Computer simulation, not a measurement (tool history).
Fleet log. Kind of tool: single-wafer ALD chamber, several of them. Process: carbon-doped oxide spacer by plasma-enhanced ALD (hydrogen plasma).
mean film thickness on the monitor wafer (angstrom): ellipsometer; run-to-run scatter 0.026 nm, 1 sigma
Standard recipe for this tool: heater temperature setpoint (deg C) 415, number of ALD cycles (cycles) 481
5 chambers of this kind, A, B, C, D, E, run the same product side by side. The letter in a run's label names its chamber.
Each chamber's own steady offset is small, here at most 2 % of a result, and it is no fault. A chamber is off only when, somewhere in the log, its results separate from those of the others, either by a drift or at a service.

run   hour  heater temperature setpoint (deg C)  number of ALD cycles (cycles)  hours since the last thermocouple change  read-back reference wafer on the same gauge, thickness_nm  mean film thickness on the monitor wafer (angstrom)
 1D    4.2                                  415                            481                                    2145.4                                                     22.903                                                229.8
 2A   10.1                                  415                            481                                     794.2                                                     22.908                                               228.58
 3C   18.5                                  415                            481                                       257                                                     22.906                                               230.76
 4E   24.1                                  415                            481                                     278.4                                                     22.904                                               230.62
 5B   30.6                                  415                            481                                     598.6                                                     22.913                                               226.19
 6C   37.8                                  415                            481                                     276.3                                                     22.913                                               231.21
 7B   45.9                                  415                            481                                     613.9                                                     22.919                                               226.09
 8D   51.3                                  415                            481                                    2192.5                                                     22.918                                               229.77
 9E   59.2                                  415                            481                                     313.5                                                     22.922                                               229.97
10A   67.5                                  415                            481                                     851.6                                                     22.926                                               228.71
11A   74.5                                  415                            481                                     858.6                                                     22.926                                               228.79
12B   82.6                                  415                            481                                     650.6                                                     22.926                                                226.3
13E   88.6                                  415                            481                                     342.9                                                     22.937                                               229.94
14D     93                                  415                            481                                    2234.2                                                     22.936                                               229.59
15C  101.5                                  415                            481                                       340                                                      22.93                                               230.97
16D  107.4                                  415                            481                                    2248.6                                                     22.944                                                229.6
17E  114.9                                  415                            481                                     369.2                                                     22.942                                               230.21
18C  119.6                                  415                            481                                     358.1                                                     22.949                                               230.94
19A  127.1                                  415                            481                                     911.2                                                     22.947                                               229.12
20B    135                                  415                            481                                       703                                                     22.952                                               226.42
21A  139.1                                  415                            481                                     923.2                                                     22.953                                                228.8
22C  145.7                                  415                            481                                     384.2                                                     22.956                                               230.63
23B  153.1                                  415                            481                                     721.1                                                     22.955                                               226.33
24D  159.9                                  415                            481                                    2301.1                                                     22.958                                               229.43
25E  165.5                                  415                            481                                     419.8                                                     22.967                                               230.14
26D  174.2                                  415                            481                                    2315.4                                                     22.965                                               229.91
27A  178.8                                  415                            481                                     962.9                                                     22.964                                               229.14
28C  185.4                                  415                            481                                     423.9                                                     22.963                                               231.12
29B  194.2                                  415                            481                                     762.2                                                     22.974                                               226.89
30E  201.7                                  415                            481                                       456                                                     22.972                                               230.64
31E  206.1                                  415                            481                                     460.4                                                     22.975                                               230.58
32C  213.7                                  415                            481                                     452.2                                                     22.978                                               231.57
33B  218.1                                  410                            525                                     786.1                                                     22.979                                                251.4
34A  224.1                                  410                            525                                    1008.2                                                     22.983                                               253.94
35D  229.6                                  410                            525                                    2370.8                                                     22.983                                               254.81
36B  235.4                                  410                            525                                     803.4                                                     22.992                                               251.02
37A  239.7                                  410                            525                                    1023.8                                                     22.987                                               254.96
38E  247.1                                  422                            449                                     501.4                                                     22.989                                               210.18
39C  252.3                                  422                            449                                     490.8                                                     22.992                                               211.32
40D  260.6                                  422                            449                                    2401.8                                                     22.998                                               210.14
41A  266.7                                  422                            449                                    1050.8                                                     22.993                                               209.22
42D  275.5                                  422                            449                                    2416.7                                                     22.998                                               209.77
43C    281                                  415                            481                                     519.5                                                     23.005                                               231.67

Is one chamber out of step, is the gauge drifting, or do the chambers differ by no more than their own small offsets? For an off chamber, give its letter and the likeliest cause.

Gauge drift. The chambers move together only on paper, and none stands off.
Cause: gauge reads high (%) = 0.459.
